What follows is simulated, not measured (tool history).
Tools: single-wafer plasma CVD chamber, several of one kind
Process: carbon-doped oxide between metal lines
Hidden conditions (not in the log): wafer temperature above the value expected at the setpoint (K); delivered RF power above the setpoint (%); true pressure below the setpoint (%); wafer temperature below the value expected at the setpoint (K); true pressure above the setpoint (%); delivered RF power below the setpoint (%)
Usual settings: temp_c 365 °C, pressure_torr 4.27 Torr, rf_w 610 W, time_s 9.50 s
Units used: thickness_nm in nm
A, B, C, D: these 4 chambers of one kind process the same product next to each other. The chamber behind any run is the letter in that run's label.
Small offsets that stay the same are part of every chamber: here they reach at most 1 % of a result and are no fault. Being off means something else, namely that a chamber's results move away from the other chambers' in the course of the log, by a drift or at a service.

run	day	temp_c	pressure_torr	rf_w	time_s	hours since the last thermocouple change	hours since the last RF generator calibration	hours since the last manometer calibration	read-back reference wafer on the same gauge, thickness_nm	thickness_nm
1A	0.262	365	4.27	610	9.50	1756.8	1006.6	1518.1	53.673	52.722
# day 0.533: chamber A: thermocouple changed; heater temperature recalibrated
2B	0.708	365	4.27	610	9.50	1258.7	2039.1	266.8	53.749	53.036
3D	1.208	365	4.27	610	9.50	953.9	790.8	1122.8	53.682	52.327
4C	1.604	365	4.27	610	9.50	1685.8	115.5	851.1	53.707	52.823
5B	1.938	365	4.27	610	8.27	1288.2	2068.6	296.3	53.695	45.906
6C	2.196	365	4.27	610	8.27	1700.0	129.7	865.3	53.679	45.966
7D	2.679	365	4.27	610	8.27	989.2	826.1	1158.1	53.733	45.765
8A	3.183	365	4.27	610	8.27	63.7	1076.7	1588.2	53.696	45.966
9D	3.592	365	4.27	610	9.50	1011.1	848.0	1180.0	53.692	52.347
10A	3.833	365	4.27	610	9.50	79.3	1092.3	1603.8	53.721	52.454
11B	4.112	365	4.27	610	9.50	1340.4	2120.8	348.5	53.714	52.708
12C	4.504	365	4.27	610	9.50	1755.4	185.1	920.7	53.708	52.610
# day 4.508: chamber A: capacitance manometer re-zeroed and calibrated
13B	4.808	365	4.27	610	9.50	1357.1	2137.5	365.2	53.728	52.865
14C	5.167	365	4.27	610	9.50	1771.3	201.0	936.6	53.691	52.754
15D	5.604	365	4.27	610	9.50	1059.4	896.3	1228.3	53.693	52.345
# day 5.825: chamber A: RF generator calibrated
16A	5.912	365	4.27	610	9.50	129.2	2.1	33.8	53.673	52.616
17C	6.342	365	4.27	565	7.90	1799.5	229.2	964.8	53.713	41.746
18B	6.800	365	4.27	565	7.90	1404.9	2185.3	413.0	53.680	41.931
19A	7.258	365	4.27	565	7.90	161.5	34.4	66.1	53.674	41.849
20D	7.704	365	4.27	565	7.90	1109.8	946.7	1278.7	53.671	41.498
21C	7.938	365	4.27	610	9.50	1837.8	267.5	1003.1	53.683	52.724
22A	8.262	365	4.27	610	9.50	185.6	58.5	90.2	53.702	52.473
23D	8.700	365	4.27	610	9.50	1133.7	970.6	1302.6	53.733	52.526
# day 9.004: chamber B: RF generator calibrated
24B	9.038	365	4.27	610	9.50	1458.6	0.8	466.7	53.659	52.762
25B	9.483	365	4.27	610	9.50	1469.3	11.5	477.4	53.700	52.730
26C	9.767	365	4.27	610	9.50	1881.7	311.4	1047.0	53.713	52.835
27A	10.162	365	4.27	610	9.50	231.2	104.1	135.8	53.709	52.429
28D	10.671	352	4.27	610	9.50	1181.0	1017.9	1349.9	53.684	54.181
29C	11.088	352	4.27	610	9.50	1913.4	343.1	1078.7	53.727	54.349
30B	11.488	352	4.27	610	9.50	1517.4	59.6	525.5	53.714	54.645
31D	11.912	352	4.27	610	9.50	1210.8	1047.7	1379.7	53.729	54.130
32A	12.362	365	4.27	610	9.50	284.0	156.9	188.6	53.697	52.448
33C	12.600	365	4.27	610	9.50	1949.7	379.4	1115.0	53.739	52.596
34B	12.871	365	4.27	610	9.50	1550.6	92.8	558.7	53.686	52.817
35D	13.117	365	4.27	610	9.50	1239.7	1076.6	1408.6	53.709	52.227

What goes on in this fleet: one chamber off, a drifting gauge, or nothing beyond the chambers' own small offsets? Name the chamber and the cause, if any.

Beyond each chamber's small constant offset nothing stands out, and the gauge stays steady.
